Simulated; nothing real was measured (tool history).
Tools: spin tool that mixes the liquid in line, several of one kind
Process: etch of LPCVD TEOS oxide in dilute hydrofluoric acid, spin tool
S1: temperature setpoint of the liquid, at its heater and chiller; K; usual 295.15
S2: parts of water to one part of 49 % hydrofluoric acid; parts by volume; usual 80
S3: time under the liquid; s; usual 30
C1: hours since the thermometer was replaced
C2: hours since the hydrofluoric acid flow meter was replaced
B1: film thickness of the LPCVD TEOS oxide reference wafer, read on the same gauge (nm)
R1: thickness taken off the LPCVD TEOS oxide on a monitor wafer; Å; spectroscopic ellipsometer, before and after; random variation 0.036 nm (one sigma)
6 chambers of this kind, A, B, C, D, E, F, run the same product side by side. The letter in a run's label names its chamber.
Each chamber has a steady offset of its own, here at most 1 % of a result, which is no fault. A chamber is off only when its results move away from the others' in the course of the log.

run	hour	S1	S2	S3	C1	C2	B1	R1
1E	7.9	295.15	80	30	542.4	2298.4	30.001	60.063
2F	17.9	295.15	80	30	1108	237.2	29.995	60.207
# hour 20.3: chamber F: thermometer replaced
3D	23.3	295.15	80	30	1211	592.9	29.971	60.147
# hour 30.2: chamber A: hydrofluoric acid flow meter replaced
# hour 30.4: chamber B: hydrofluoric acid flow meter replaced
4A	33	295.15	80	30	633.3	2.9	30.032	60.428
5C	41.6	295.15	80	30	1184	521	30.02	59.513
6B	47.3	295.15	80	30	654.1	16.9	29.989	59.133
7C	54.1	295.15	80	30	1196.5	533.5	30.002	59.928
8B	62.5	295.15	80	30	669.3	32.1	29.969	60.141
# hour 66.8: chamber E: hydrofluoric acid flow meter replaced
9D	68	299.65	80	20	1255.7	637.6	29.987	48.288
10F	77	299.65	80	20	56.8	296.3	30.031	48.038
11E	83.4	299.65	80	20	617.9	16.6	29.993	48.04
12A	92.3	299.65	80	20	692.6	62.2	30.005	47.942
13A	98.6	299.65	80	20	698.9	68.5	30.021	47.967
14B	108.2	299.65	80	20	715	77.8	30.013	47.138
15F	118.9	295.15	80	30	98.7	338.2	30.026	60.067
16E	126.6	295.15	80	30	661.1	59.8	29.984	60.333
17D	133.8	295.15	80	30	1321.5	703.4	30.028	60.047
18C	143.5	295.15	80	30	1285.9	622.9	30.005	58.629
19F	149.3	295.15	80	30	129.1	368.6	30.007	60.162
20D	159.4	295.15	80	30	1347.1	729	30.006	61.072
21A	168.7	295.15	80	30	769	138.6	30.001	60.243
22C	175.4	295.15	80	30	1317.8	654.8	30.022	59.71
23B	186.4	295.15	80	30	793.2	156	30.028	59.401
24E	195.3	295.15	80	30	729.8	128.5	30.034	60.122
25E	207	295.15	80	30	741.5	140.2	30.004	59.748
26A	214.1	295.15	80	30	814.4	184	30.002	59.547
27C	221.4	295.15	80	30	1363.8	700.8	30.017	60.002
28D	229.6	295.15	80	30	1417.3	799.2	29.999	59.869
29F	240.3	295.15	80	30	220.1	459.6	29.999	59.563
30B	248.5	295.15	80	30	855.3	218.1	29.995	59.192
31F	260.1	295.15	80	30	239.9	479.4	29.987	59.417
32E	267.6	297.65	120	30	802.1	200.8	29.991	42.588
33A	273.5	297.65	120	30	873.8	243.4	29.962	42.765
# hour 276.7: chamber A: thermometer replaced
34C	279	297.65	120	30	1421.4	758.4	30.023	42.084
35D	284.6	297.65	120	30	1472.3	854.2	29.993	42.274
36B	293.1	297.65	120	30	899.9	262.7	29.994	41.46
37E	302	297.65	120	30	836.5	235.2	30.028	42.199
38B	313.8	295.15	80	30	920.6	283.4	29.995	59.498
39C	319.9	291.65	80	25	1462.3	799.3	29.994	42.747
# hour 322.8: chamber D: thermometer replaced
40A	330.9	291.65	80	25	54.2	300.8	29.998	42.98
41F	338.2	291.65	80	25	318	557.5	30.012	42.995
42D	344.5	291.65	80	25	21.8	914.1	30.001	43.067

Is one chamber off against the others, does the gauge drift, or is nothing wrong? If a chamber is off, say which, and what the likeliest cause is.

No chamber stands off beyond its own small offset, and the gauge holds steady.
